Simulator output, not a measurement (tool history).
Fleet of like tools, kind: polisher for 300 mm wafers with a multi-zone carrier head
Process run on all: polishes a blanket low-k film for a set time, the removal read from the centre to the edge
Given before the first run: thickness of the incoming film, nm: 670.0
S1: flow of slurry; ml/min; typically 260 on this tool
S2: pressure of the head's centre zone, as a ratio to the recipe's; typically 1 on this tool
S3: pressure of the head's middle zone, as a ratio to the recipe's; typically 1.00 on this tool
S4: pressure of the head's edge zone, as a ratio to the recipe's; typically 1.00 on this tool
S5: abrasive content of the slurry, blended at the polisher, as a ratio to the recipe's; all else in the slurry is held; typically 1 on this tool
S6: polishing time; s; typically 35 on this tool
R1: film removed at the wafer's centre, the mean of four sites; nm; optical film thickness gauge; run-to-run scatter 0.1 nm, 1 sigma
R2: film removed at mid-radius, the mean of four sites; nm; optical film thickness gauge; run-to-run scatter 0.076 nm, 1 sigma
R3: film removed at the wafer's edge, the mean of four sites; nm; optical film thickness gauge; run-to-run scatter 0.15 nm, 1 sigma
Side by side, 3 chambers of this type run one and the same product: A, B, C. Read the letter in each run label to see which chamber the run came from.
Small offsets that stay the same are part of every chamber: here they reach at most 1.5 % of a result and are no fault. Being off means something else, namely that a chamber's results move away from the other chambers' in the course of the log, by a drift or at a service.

run,hour,S1,S2,S3,S4,S5,S6,R1,R2,R3
1C,6.9,260,1,1.00,1.00,1,35,10.0840,9.8933,10.1090
# hour 15.4: chamber C: worn pad replaced by a new one
2A,18.7,260,1,1.00,1.00,1,35,10.2960,10.0870,10.0530
# hour 20.4: chamber C: edge zone pressure recalibrated
3B,30.0,260,1,1.00,1.00,1,35,10.1150,10.1110,9.9663
4A,39.4,260,1,1.00,1.00,1,35,10.0710,10.0560,10.1760
5C,50.3,260,1,1.00,1.00,1,35,10.4100,9.9516,10.1670
# hour 52.2: chamber B: worn pad replaced by a new one
6B,62.3,260,1,1.00,1.00,1,35,10.0590,10.2820,10.3930
# hour 71.2: chamber A: worn pad replaced by a new one
7A,72.1,260,1,1.00,1.00,1,35,10.1670,10.1180,10.0250
8B,84.2,260,1,1.00,1.00,1,35,9.8504,10.2000,10.1170
# hour 90.7: chamber B: slurry nozzle cleaned
9C,94.9,260,1,1.00,1.00,1,35,10.3010,10.0230,9.9507
10B,104.0,260,1,0.95,1.00,1,35,10.0340,9.5666,10.2280
11A,109.6,260,1,0.95,1.00,1,35,10.3290,9.5193,10.1720
12C,120.5,260,1,0.95,1.00,1,35,10.1790,9.4967,10.3190
13A,129.7,260,1,1.00,1.00,1,35,10.2440,9.9530,10.2290
# hour 130.7: chamber B: centre zone pressure recalibrated
# hour 133.4: chamber C: worn pad replaced by a new one
14B,138.1,260,1,1.00,1.00,1,35,10.3170,10.3140,10.1570
15C,146.3,260,1,1.00,1.00,1,35,10.5580,10.0190,10.2300
# hour 153.7: chamber C: slurry nozzle cleaned
16A,157.2,260,1,1.00,1.00,1,35,10.4030,9.9671,10.0620
# hour 165.1: chamber A: edge zone pressure recalibrated
17B,165.1,260,1,1.00,1.00,1,35,10.0210,10.2160,10.1240
18C,172.3,260,1,1.00,1.00,1,35,10.5170,9.9269,9.9170
# hour 175.4: chamber A: worn pad replaced by a new one
19A,177.7,260,1,1.00,1.00,1,35,10.1310,9.9374,10.2690
20B,186.0,260,1,1.00,1.00,1,35,10.0780,10.0950,10.2140
21C,194.8,260,1,1.00,1.00,1,35,10.6030,9.9998,10.0160
# hour 195.6: chamber B: worn pad replaced by a new one
22A,200.9,260,1,1.00,1.00,1,35,10.1700,10.0910,10.3150
23C,209.3,260,1,1.00,1.00,1,35,10.5430,9.8601,10.1320
24B,218.9,290,1,1.00,1.00,1,35,10.1970,10.3040,9.7328
25A,229.2,290,1,1.00,1.00,1,35,10.4570,10.0370,10.4060
# hour 231.5: chamber C: worn pad replaced by a new one
26B,236.9,290,1,1.00,1.00,1,35,9.9766,10.2160,10.1690
27C,245.0,260,1,1.00,1.00,1,35,10.8460,10.0180,10.2650
28A,254.6,260,1,1.00,1.00,1,35,10.2690,10.0120,10.0620
29B,262.1,260,1,1.00,1.00,1,35,9.9285,10.2010,9.9109
30C,271.5,260,1,1.00,1.00,1,35,10.7760,10.0170,9.9667
# hour 274.7: chamber A: slurry nozzle cleaned
31C,279.8,260,1,1.00,1.00,1,26,8.0015,7.3919,7.6230
32B,286.6,260,1,1.00,1.00,1,26,7.4761,7.4505,7.6484
# hour 292.2: chamber A: worn pad replaced by a new one
33A,297.5,260,1,1.00,1.00,1,26,7.6415,7.4868,7.4943
34B,304.4,260,1,1.00,1.00,1,35,10.2200,10.2100,9.8506
35A,310.5,260,1,1.00,1.00,1,35,10.1460,9.9229,10.1030

Next, all 3 chambers run the settings below, one line each with question marks for the results. What does each chamber give?
36A,319.3,260,1,1.00,0.94,1,35,?,?,?
36B,319.3,260,1,1.00,0.94,1,35,?,?,?
36C,319.3,260,1,1.00,0.94,1,35,?,?,?

run,R1,R2,R3
36A,10.1090,9.9770,9.6665
36B,10.1360,10.2410,9.8552
36C,10.9450,9.9001,10.1420
